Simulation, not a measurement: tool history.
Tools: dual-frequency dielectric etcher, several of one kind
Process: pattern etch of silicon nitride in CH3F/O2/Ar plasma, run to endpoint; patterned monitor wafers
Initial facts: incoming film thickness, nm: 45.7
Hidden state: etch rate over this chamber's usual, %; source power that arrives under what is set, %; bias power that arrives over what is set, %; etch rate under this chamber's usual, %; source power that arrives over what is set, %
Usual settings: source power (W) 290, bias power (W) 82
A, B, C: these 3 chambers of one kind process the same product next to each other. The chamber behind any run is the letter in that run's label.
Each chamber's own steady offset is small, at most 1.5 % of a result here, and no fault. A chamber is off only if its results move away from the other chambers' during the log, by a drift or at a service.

run	hour	source power (W)	bias power (W)	hours since the last wet clean	hours since the last source power generator calibration	hours since the last bias power generator calibration	endpoint time (s)
1A	6.4	290	82	297.1	3025.2	1700.8	71.482
2C	11.5	290	82	326.2	504.1	1500.9	71.922
3B	15.8	290	82	306.2	296.6	1513.1	71.997
4C	21.9	290	82	336.6	514.5	1511.3	71.381
5A	24.8	290	101	315.5	3043.6	1719.2	65.992
6B	30.4	290	101	320.8	311.2	1527.7	66.716
7A	35.7	290	101	326.4	3054.5	1730.1	65.696
8C	41.0	290	82	355.7	533.6	1530.4	71.889
# hour 41.6: chamber B: bias power generator calibrated
9B	47.5	290	102	337.9	328.3	5.9	67.577
10A	53.3	290	102	344.0	3072.1	1747.7	65.273
11C	56.6	290	102	371.3	549.2	1546.0	66.603
# hour 57.4: chamber A: wet clean of the chamber
12B	62.8	290	82	353.2	343.6	21.2	72.747
13B	65.9	290	82	356.3	346.7	24.3	73.368
14C	68.7	290	82	383.4	561.3	1558.1	71.637
15A	74.6	290	82	17.3	3093.4	1769.0	71.132
16C	79.1	290	82	393.8	571.7	1568.5	72.161
17A	84.0	290	82	26.7	3102.8	1778.4	71.099
18B	89.5	290	82	379.9	370.3	47.9	74.240
19C	93.3	290	82	408.0	585.9	1582.7	71.600
20A	96.9	290	82	39.6	3115.7	1791.3	70.807
21B	101.8	290	82	392.2	382.6	60.2	73.952
22A	108.0	290	82	50.7	3126.8	1802.4	71.004
23C	111.9	290	82	426.6	604.5	1601.3	71.904
24B	115.6	290	82	406.0	396.4	74.0	74.790
25A	119.4	290	82	62.1	3138.2	1813.8	71.466
26B	125.0	330	66	415.4	405.8	83.4	77.206
27C	131.2	330	66	445.9	623.8	1620.6	73.694
28A	134.7	330	66	77.4	3153.5	1829.1	72.983
29B	140.6	290	82	431.0	421.4	99.0	75.029
30C	143.5	290	82	458.2	636.1	1632.9	71.813
31A	148.3	290	82	91.0	3167.1	1842.7	71.782

Does one chamber stand apart from the rest, does the shared gauge drift, or is all well apart from small per-chamber offsets? Give the chamber and the most likely cause, where there is one.

Chamber B drifts away from the others.
Most likely cause: etch rate under this chamber's usual, % = 4.93.

Which of the 4 candidates below, each the usual settings with something changed and its results left as question marks, puts chamber B back in line with what the other chambers give on the usual settings?
In line here means within this much of the mean the other chambers give on the usual settings: endpoint time (s) 1.200
32B-1	153.0	340	82				?
32B-2	153.0	240	69				?
32B-3	153.0	350	98				?
32B-4	153.0	290	68				?

The other chambers' mean on the usual settings: endpoint time (s) 71.367
run	endpoint time (s)
32B-1	71.494
32B-2	86.589
32B-3	66.299
32B-4	81.064
32B-1 brings the chamber back in line.

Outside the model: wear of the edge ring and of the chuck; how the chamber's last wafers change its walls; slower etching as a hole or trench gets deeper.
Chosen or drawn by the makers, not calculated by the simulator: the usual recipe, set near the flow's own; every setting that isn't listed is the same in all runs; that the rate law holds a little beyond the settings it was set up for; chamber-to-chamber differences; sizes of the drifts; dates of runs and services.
